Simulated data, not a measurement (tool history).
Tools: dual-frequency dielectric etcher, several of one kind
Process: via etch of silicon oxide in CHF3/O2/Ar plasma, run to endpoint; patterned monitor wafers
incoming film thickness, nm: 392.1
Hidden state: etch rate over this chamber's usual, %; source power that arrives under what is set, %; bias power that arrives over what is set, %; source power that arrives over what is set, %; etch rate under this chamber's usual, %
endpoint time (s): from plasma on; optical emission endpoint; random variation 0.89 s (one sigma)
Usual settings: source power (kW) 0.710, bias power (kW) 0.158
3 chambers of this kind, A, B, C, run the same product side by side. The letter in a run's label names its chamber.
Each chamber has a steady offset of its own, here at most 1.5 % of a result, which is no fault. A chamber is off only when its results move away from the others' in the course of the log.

run	hour	source power (kW)	bias power (kW)	hours since the last wet clean	hours since the last source power generator calibration	hours since the last bias power generator calibration	endpoint time (s)
1A	6.3	0.710	0.158	444.8	2926.8	353.3	195.10
2B	9.9	0.710	0.158	338.0	1166.6	1756.3	194.71
3C	13.9	0.710	0.158	162.5	767.3	4348.9	191.12
4C	20.7	0.710	0.158	169.3	774.1	4355.7	191.95
5B	24.8	0.790	0.183	352.9	1181.5	1771.2	176.75
6A	28.7	0.790	0.183	467.2	2949.2	375.7	178.36
7B	35.9	0.790	0.183	364.0	1192.6	1782.3	177.19
8C	42.9	0.710	0.158	191.5	796.3	4377.9	192.76
9A	48.6	0.710	0.158	487.1	2969.1	395.6	195.14
10A	52.2	0.780	0.158	490.7	2972.7	399.2	188.93
11C	56.6	0.780	0.158	205.2	810.0	4391.6	187.77
# hour 57.2: chamber A: wet clean of the chamber
12B	61.5	0.780	0.158	389.6	1218.2	1807.9	185.83
13B	67.1	0.710	0.158	395.2	1223.8	1813.5	193.82
14A	71.5	0.710	0.158	14.3	2992.0	418.5	195.42
15C	77.1	0.710	0.158	225.7	830.5	4412.1	194.80
16C	82.7	0.710	0.158	231.3	836.1	4417.7	196.75
17A	88.8	0.710	0.158	31.6	3009.3	435.8	195.18
18B	94.9	0.810	0.158	423.0	1251.6	1841.3	184.87
19A	99.8	0.810	0.158	42.6	3020.3	446.8	185.11
20B	103.5	0.810	0.158	431.6	1260.2	1849.9	184.93
21C	109.2	0.710	0.158	257.8	862.6	4444.2	196.91
22A	113.7	0.870	0.129	56.5	3034.2	460.7	191.86
23B	120.9	0.870	0.129	449.0	1277.6	1867.3	190.79
24C	125.0	0.870	0.129	273.6	878.4	4460.0	196.85
25B	128.8	0.620	0.158	456.9	1285.5	1875.2	204.72
26A	135.4	0.620	0.158	78.2	3055.9	482.4	207.67

All 3 chambers run these settings next. Forecast each chamber's results:
27A	140.6	0.710	0.158				?
27B	140.6	0.710	0.158				?
27C	140.6	0.710	0.158				?

run	endpoint time (s)
27A	196.32
27B	194.64
27C	199.17
